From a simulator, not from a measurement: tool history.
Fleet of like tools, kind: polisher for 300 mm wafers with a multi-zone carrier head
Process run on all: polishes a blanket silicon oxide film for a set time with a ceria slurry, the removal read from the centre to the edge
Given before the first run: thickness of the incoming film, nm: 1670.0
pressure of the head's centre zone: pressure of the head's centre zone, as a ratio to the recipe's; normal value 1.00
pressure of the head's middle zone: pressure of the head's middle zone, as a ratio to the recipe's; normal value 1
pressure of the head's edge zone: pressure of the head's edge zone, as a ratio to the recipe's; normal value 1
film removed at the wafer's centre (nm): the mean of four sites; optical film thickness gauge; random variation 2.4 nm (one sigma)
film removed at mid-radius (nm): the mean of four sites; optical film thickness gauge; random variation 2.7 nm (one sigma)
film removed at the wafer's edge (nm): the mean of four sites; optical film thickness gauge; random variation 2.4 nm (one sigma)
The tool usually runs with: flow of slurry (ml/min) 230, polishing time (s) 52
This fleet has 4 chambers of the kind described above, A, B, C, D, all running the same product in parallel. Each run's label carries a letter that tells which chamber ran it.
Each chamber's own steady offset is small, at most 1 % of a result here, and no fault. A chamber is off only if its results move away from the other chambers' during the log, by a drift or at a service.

| run | hour | flow of slurry (ml/min) | pressure of the head's centre zone | pressure of the head's middle zone | pressure of the head's edge zone | polishing time (s) | wafers polished on this pad | hours since the slurry nozzle was cleaned | hours since the centre zone pressure was calibrated | hours since the edge zone pressure was calibrated | film removed at the wafer's centre (nm) | film removed at mid-radius (nm) | film removed at the wafer's edge (nm) |
|---|---|---|---|---|---|---|---|---|---|---|---|---|---|
| 1A | 12.8 | 230 | 1.00 | 1 | 1 | 52 | 858 | 520.7 | 33.1 | 167.5 | 221.83 | 220.92 | 222.40 |
| 2B | 22.2 | 230 | 1.00 | 1 | 1 | 52 | 459 | 136.8 | 482.0 | 40.3 | 226.35 | 221.48 | 224.31 |
| 3D | 34.1 | 230 | 1.00 | 1 | 1 | 52 | 663 | 637.1 | 198.1 | 58.1 | 220.25 | 216.80 | 221.62 |
|  | 40.2 | chamber A: worn pad replaced by a new one |
| 4C | 47.4 | 230 | 1.00 | 1 | 1 | 52 | 822 | 169.5 | 974.8 | 752.2 | 219.58 | 219.76 | 220.69 |
|  | 55.2 | chamber C: worn pad replaced by a new one |
| 5B | 60.7 | 230 | 1.00 | 1 | 1 | 52 | 927 | 175.3 | 520.5 | 78.8 | 219.36 | 223.99 | 221.83 |
|  | 63.5 | chamber D: worn pad replaced by a new one |
| 6C | 66.6 | 230 | 1.00 | 1 | 1 | 52 | 139 | 188.7 | 994.0 | 771.4 | 226.53 | 224.74 | 223.37 |
| 7D | 73.6 | 230 | 1.00 | 1 | 1 | 52 | 123 | 676.6 | 237.6 | 97.6 | 222.31 | 221.14 | 219.51 |
|  | 82.9 | chamber B: worn pad replaced by a new one |
| 8A | 83.3 | 230 | 1.00 | 1 | 1 | 52 | 524 | 591.2 | 103.6 | 238.0 | 220.85 | 224.83 | 225.19 |
| 9C | 90.8 | 230 | 1.00 | 1 | 1 | 44 | 433 | 212.9 | 1018.2 | 795.6 | 189.90 | 188.27 | 191.45 |
| 10A | 97.0 | 230 | 1.00 | 1 | 1 | 44 | 691 | 604.9 | 117.3 | 251.7 | 192.13 | 181.49 | 190.39 |
|  | 101.2 | chamber B: slurry nozzle cleaned |
| 11B | 109.9 | 230 | 1.00 | 1 | 1 | 44 | 329 | 8.8 | 569.7 | 128.0 | 188.76 | 190.36 | 188.54 |
| 12D | 119.6 | 230 | 1.00 | 1 | 1 | 44 | 682 | 722.6 | 283.6 | 143.6 | 185.87 | 188.53 | 188.13 |
| 13D | 130.9 | 230 | 1.00 | 1 | 1 | 52 | 820 | 733.9 | 294.9 | 154.9 | 222.65 | 217.76 | 221.02 |
|  | 134.5 | chamber A: worn pad replaced by a new one |
| 14C | 141.0 | 230 | 1.00 | 1 | 1 | 52 | 1044 | 263.1 | 1068.4 | 845.8 | 221.95 | 217.55 | 224.33 |
|  | 144.5 | chamber C: worn pad replaced by a new one |
| 15A | 149.8 | 230 | 1.00 | 1 | 1 | 52 | 186 | 657.7 | 170.1 | 304.5 | 217.50 | 226.83 | 221.50 |
|  | 153.1 | chamber D: worn pad replaced by a new one |
| 16B | 163.2 | 230 | 1.00 | 1 | 1 | 52 | 977 | 62.1 | 623.0 | 181.3 | 218.57 | 223.42 | 230.06 |
| 17A | 169.7 | 230 | 1.00 | 1 | 1 | 52 | 428 | 677.6 | 190.0 | 324.4 | 218.01 | 221.09 | 223.46 |
| 18D | 180.0 | 230 | 1.00 | 1 | 1 | 52 | 327 | 783.0 | 344.0 | 204.0 | 222.89 | 216.41 | 221.58 |
|  | 188.2 | chamber B: worn pad replaced by a new one |
| 19B | 190.0 | 230 | 1.00 | 1 | 1 | 52 | 22 | 88.9 | 649.8 | 208.1 | 213.96 | 222.54 | 229.60 |
|  | 193.8 | chamber D: slurry nozzle cleaned |
| 20C | 203.0 | 230 | 1.00 | 1 | 1 | 52 | 712 | 325.1 | 1130.4 | 907.8 | 223.79 | 222.01 | 225.79 |
|  | 204.0 | chamber A: slurry nozzle cleaned |
| 21C | 214.8 | 230 | 1.00 | 1 | 1 | 52 | 856 | 336.9 | 1142.2 | 919.6 | 221.43 | 222.92 | 222.66 |
|  | 216.4 | chamber A: worn pad replaced by a new one |
| 22D | 226.9 | 230 | 1.00 | 1 | 1 | 52 | 898 | 33.2 | 390.9 | 250.9 | 219.02 | 226.69 | 221.83 |
| 23A | 238.4 | 230 | 1.00 | 1 | 1 | 52 | 268 | 34.4 | 258.7 | 393.1 | 221.27 | 226.42 | 223.04 |
|  | 242.0 | chamber C: worn pad replaced by a new one |
| 24B | 248.1 | 195 | 1.00 | 1 | 1 | 46 | 729 | 147.0 | 707.9 | 266.2 | 183.00 | 190.92 | 194.95 |
|  | 255.7 | chamber D: worn pad replaced by a new one |
| 25B | 259.6 | 195 | 1.00 | 1 | 1 | 46 | 869 | 158.5 | 719.4 | 277.7 | 182.00 | 196.37 | 193.89 |
| 26A | 268.7 | 195 | 1.00 | 1 | 1 | 46 | 636 | 64.7 | 289.0 | 423.4 | 188.86 | 189.47 | 191.71 |
| 27D | 279.9 | 195 | 1.00 | 1 | 1 | 46 | 295 | 86.2 | 443.9 | 303.9 | 195.18 | 189.94 | 192.56 |
|  | 282.9 | chamber B: worn pad replaced by a new one |
| 28C | 289.0 | 230 | 1.00 | 1 | 1 | 52 | 572 | 411.1 | 1216.4 | 993.8 | 220.23 | 228.09 | 225.22 |
| 29B | 300.7 | 230 | 1.00 | 1 | 1 | 52 | 217 | 199.6 | 760.5 | 318.8 | 209.85 | 217.16 | 224.52 |
|  | 306.4 | chamber A: worn pad replaced by a new one |
| 30C | 309.4 | 230 | 1.00 | 1 | 1 | 52 | 820 | 431.5 | 1236.8 | 1014.2 | 222.24 | 217.52 | 221.90 |
| 31D | 316.2 | 230 | 1.00 | 1 | 1 | 52 | 736 | 122.5 | 480.2 | 340.2 | 223.84 | 220.38 | 221.56 |
|  | 324.8 | chamber B: slurry nozzle cleaned |
| 32A | 326.2 | 230 | 1.00 | 1 | 1 | 52 | 241 | 122.2 | 346.5 | 480.9 | 222.95 | 218.32 | 222.67 |
|  | 330.9 | chamber C: worn pad replaced by a new one |
| 33D | 337.2 | 230 | 1.00 | 1 | 1 | 52 | 992 | 143.5 | 501.2 | 361.2 | 226.98 | 223.46 | 223.11 |
| 34B | 343.3 | 230 | 1.00 | 1 | 1 | 52 | 735 | 18.5 | 803.1 | 361.4 | 209.98 | 225.59 | 224.15 |
|  | 347.0 | chamber D: worn pad replaced by a new one |
| 35C | 350.8 | 230 | 1.00 | 1 | 1 | 52 | 243 | 472.9 | 1278.2 | 1055.6 | 215.99 | 217.05 | 225.35 |
| 36A | 364.1 | 230 | 1.00 | 1 | 1 | 52 | 702 | 160.1 | 384.4 | 518.8 | 215.12 | 220.04 | 223.14 |
|  | 377.6 | chamber C: edge zone pressure recalibrated |
| 37A | 377.7 | 230 | 1.00 | 1 | 1 | 52 | 867 | 173.7 | 398.0 | 532.4 | 219.16 | 224.55 | 219.54 |
|  | 380.6 | chamber C: slurry nozzle cleaned |
| 38C | 386.1 | 230 | 1.00 | 1 | 1 | 52 | 672 | 5.6 | 1313.5 | 8.5 | 221.83 | 222.73 | 225.35 |
|  | 390.5 | chamber A: worn pad replaced by a new one |
| 39B | 392.9 | 230 | 1.00 | 1 | 1 | 52 | 1338 | 68.1 | 852.7 | 411.0 | 207.41 | 221.90 | 226.54 |
|  | 398.8 | chamber B: worn pad replaced by a new one |
| 40D | 404.7 | 285 | 1.00 | 1 | 1 | 52 | 702 | 211.0 | 568.7 | 428.7 | 227.87 | 227.56 | 225.83 |
|  | 408.9 | chamber C: worn pad replaced by a new one |
| 41A | 410.9 | 285 | 1.00 | 1 | 1 | 52 | 248 | 206.9 | 431.2 | 565.6 | 225.14 | 226.80 | 226.52 |
| 42B | 419.4 | 285 | 1.00 | 1 | 1 | 52 | 251 | 94.6 | 879.2 | 437.5 | 208.86 | 229.82 | 227.44 |
| 43D | 428.5 | 285 | 1.00 | 1 | 1 | 52 | 991 | 234.8 | 592.5 | 452.5 | 227.58 | 227.06 | 222.41 |
| 44C | 438.0 | 230 | 1.00 | 1 | 1 | 52 | 355 | 57.5 | 1365.4 | 60.4 | 218.39 | 221.16 | 220.48 |

Read the log: is a single chamber off, either drifting away or since a service, is the gauge that measures every chamber drifting, or is nothing wrong beyond small per-chamber offsets? Name any odd chamber and what most likely caused it.

One chamber, B, drifts off from the rest bit by bit.
Cause: centre zone's pressure below its setpoint, % = 8.79.

Here are 4 candidates for chamber B's next run, each the usual settings with a change, their results left as question marks. Which one brings its results back in line with what the others give on the usual settings?
Counts as in line when no further than this from what the other chambers average on the usual settings: film removed at the wafer's centre (nm) 8.30; film removed at mid-radius (nm) 9.30; film removed at the wafer's edge (nm) 8.30
| 45B-1 | 447.8 | 235 | 1.08 | 0.99 | 0.97 | 52 |  |  |  |  | ? | ? | ? |
| 45B-2 | 447.8 | 230 | 0.97 | 1.00 | 1.01 | 52 |  |  |  |  | ? | ? | ? |
| 45B-3 | 447.8 | 225 | 0.92 | 1.01 | 1.03 | 52 |  |  |  |  | ? | ? | ? |
| 45B-4 | 447.8 | 230 | 1.03 | 1.00 | 0.99 | 52 |  |  |  |  | ? | ? | ? |

Mean of the other chambers on the usual settings: film removed at the wafer's centre (nm) 222.17; film removed at mid-radius (nm) 221.86; film removed at the wafer's edge (nm) 222.69
| run | film removed at the wafer's centre (nm) | film removed at mid-radius (nm) | film removed at the wafer's edge (nm) |
|---|---|---|---|
| 45B-1 | 218.98 | 221.88 | 221.30 |
| 45B-2 | 193.61 | 223.48 | 225.58 |
| 45B-3 | 181.81 | 224.98 | 227.44 |
| 45B-4 | 207.10 | 223.42 | 223.20 |
With 45B-1, the chamber falls back in line with the rest.
